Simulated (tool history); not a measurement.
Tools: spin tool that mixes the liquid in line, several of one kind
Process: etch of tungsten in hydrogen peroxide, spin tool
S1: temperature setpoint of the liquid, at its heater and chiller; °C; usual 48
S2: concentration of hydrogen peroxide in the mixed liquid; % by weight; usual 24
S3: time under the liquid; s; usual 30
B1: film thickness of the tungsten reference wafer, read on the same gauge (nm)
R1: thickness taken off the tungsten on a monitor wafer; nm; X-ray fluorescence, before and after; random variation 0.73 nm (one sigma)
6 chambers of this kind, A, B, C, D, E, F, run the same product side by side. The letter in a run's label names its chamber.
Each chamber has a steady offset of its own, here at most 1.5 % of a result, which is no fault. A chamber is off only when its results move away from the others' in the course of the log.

run	hour	S1	S2	S3	B1	R1
# hour 0.4: chamber C: peroxide flow meter replaced
1B	9.2	48	24	30	149.99	74.021
2C	16.8	48	24	30	149.98	75.797
3E	22.2	48	24	30	150.06	74.386
4D	30.1	48	24	30	149.96	74.588
5A	37	48	24	30	149.97	75.026
# hour 38.9: chamber B: new drum of peroxide connected
# hour 39: chamber E: new drum of peroxide connected
6F	47	48	24	30	150.02	74.593
7E	54.9	48	24	30	149.97	74.484
8F	63.8	40	24	30	149.99	43.702
9C	71.2	40	24	30	150.03	45.171
# hour 78.5: chamber B: heated supply line repaired
10D	82.4	40	24	30	149.99	44.876
11A	90.4	40	24	30	150	45.553
12B	99.3	40	24	30	149.97	43.79
13E	109.7	40	24	30	150.04	45.791
14B	114.6	48	24	30	149.93	74.743
15A	121.3	48	24	30	150.02	73.325
16D	131.4	48	24	30	149.94	71.901
17F	138.7	48	24	30	150.02	74.167
18C	148.4	48	24	30	150	74.602
# hour 151.2: chamber A: new drum of peroxide connected
19B	156.9	48	24	30	149.97	74.631
20D	162.8	48	24	30	149.98	72.497
21F	171.7	48	24	30	149.98	74.553
22A	182.9	48	24	30	150	74.65
# hour 185.9: chamber B: thermometer replaced
23C	194.2	48	24	30	149.95	74.815
24E	203.9	48	24	30	150.04	75.488
25D	213.6	48	24	30	149.99	68.773
26C	224.5	48	24	30	150.01	74.715
# hour 227.4: chamber D: peroxide flow meter replaced
27B	233.6	48	24	30	150	74.677
28F	240.5	44.5	29.5	30	150.03	65.637
29A	245.5	44.5	29.5	30	150.06	66.018
30E	250.7	44.5	29.5	30	150.04	67.589
31F	256.3	44.5	29.5	30	149.98	65.398
32A	262.5	44.5	29.5	30	150	66.839
# hour 262.8: chamber C: heated supply line repaired
33E	271.5	44.5	29.5	30	150.03	66.299
34C	278.1	48	24	30	150.06	74.88
35D	283.1	48	24	30	149.98	66.138
36B	293.1	45	24	15	150	30.819

All 6 chambers run these settings next. Forecast each chamber's results:
37A	301.2	48	24	30		?
37B	301.2	48	24	30		?
37C	301.2	48	24	30		?
37D	301.2	48	24	30		?
37E	301.2	48	24	30		?
37F	301.2	48	24	30		?

run	R1
37A	75.218
37B	73.732
37C	74.81
37D	65.732
37E	75.289
37F	73.673
